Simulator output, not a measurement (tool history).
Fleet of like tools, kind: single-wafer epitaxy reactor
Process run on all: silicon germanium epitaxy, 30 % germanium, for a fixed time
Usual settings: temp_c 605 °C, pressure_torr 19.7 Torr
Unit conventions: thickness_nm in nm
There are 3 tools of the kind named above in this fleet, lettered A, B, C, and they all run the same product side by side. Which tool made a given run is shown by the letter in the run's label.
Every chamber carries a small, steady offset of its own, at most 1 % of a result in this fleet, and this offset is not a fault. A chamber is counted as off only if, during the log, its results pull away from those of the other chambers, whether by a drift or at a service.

run	hour	temp_c	pressure_torr	hours since the last pyrometer calibration	hours since the last manometer calibration	read-back reference wafer on the same gauge, thickness_nm	thickness_nm
1C	8.2	605	19.7	1553.5	1995.6	54.609	64.081
2A	16.5	605	19.7	1052.5	2224.8	54.605	64.147
3B	26	605	19.7	615.1	515	54.623	63.864
4A	32.6	605	19.7	1068.6	2240.9	54.611	64.202
5B	41.3	605	19.7	630.4	530.3	54.635	63.518
6C	50.3	596	21.3	1595.6	2037.7	54.657	56.146
# hour 55.3: chamber C: capacitance manometer re-zeroed and calibrated
7C	59.6	596	21.3	1604.9	4.3	54.661	56.067
8A	66.3	596	21.3	1102.3	2274.6	54.668	56.393
9B	77.9	605	19.7	667	566.9	54.698	63.754
10C	83.8	605	19.7	1629.1	28.5	54.678	64.149
11A	95.3	605	19.7	1131.3	2303.6	54.699	64.22
12B	105.1	605	19.7	694.2	594.1	54.685	63.929
13B	116.6	605	19.7	705.7	605.6	54.719	63.93
14A	127	598	24.3	1163	2335.3	54.726	61.707
15C	138.6	598	24.3	1683.9	83.3	54.761	61.656
16A	146.1	598	24.3	1182.1	2354.4	54.758	61.777
17B	153.4	605	19.7	742.5	642.4	54.752	63.698
18C	163.2	605	19.7	1708.5	107.9	54.753	64.337
19B	168.4	605	19.7	757.5	657.4	54.794	63.883
# hour 169.4: chamber A: capacitance manometer re-zeroed and calibrated
20C	179.3	605	19.7	1724.6	124	54.804	64.149
21A	184.5	605	19.7	1220.5	15.1	54.803	64.628
22A	192	605	19.7	1228	22.6	54.798	64.516
23B	202.1	605	19.7	791.2	691.1	54.792	64.182
24C	209.6	605	19.7	1754.9	154.3	54.822	64.222
25B	219	605	19.7	808.1	708	54.835	63.868
26A	224.7	605	19.7	1260.7	55.3	54.822	64.703
27C	231.5	605	19.7	1776.8	176.2	54.835	64.558
28B	241.1	605	19.7	830.2	730.1	54.843	64.014
29A	248.1	605	21.6	1284.1	78.7	54.846	67.008
30C	257.3	605	21.6	1802.6	202	54.853	66.639
31B	266.6	605	21.6	855.7	755.6	54.855	66.465
32A	273	605	19.7	1309	103.6	54.883	64.698
33C	281.3	605	19.7	1826.6	226	54.887	64.456
34A	291.1	600	19.7	1327.1	121.7	54.904	58.933
35C	300.2	600	19.7	1845.5	244.9	54.938	58.974
36B	307.2	600	19.7	896.3	796.2	54.904	58.596
37C	316.6	596	17.7	1861.9	261.3	54.913	52.282
38A	327.9	596	17.7	1363.9	158.5	54.936	52.485
39B	333.9	596	17.7	923	822.9	54.934	52.334
40A	345.1	605	19.7	1381.1	175.7	54.984	64.731
41B	351.9	605	19.7	941	840.9	54.962	63.831
42C	358	605	19.7	1903.3	302.7	54.98	64.479
43B	364	605	19.7	953.1	853	54.976	64.142

All 3 chambers run these settings next. Forecast each chamber's results:
44A	372.4	617	19.7				?
44B	372.4	617	19.7				?
44C	372.4	617	19.7				?

run	thickness_nm
44A	79.99
44B	79.154
44C	79.834
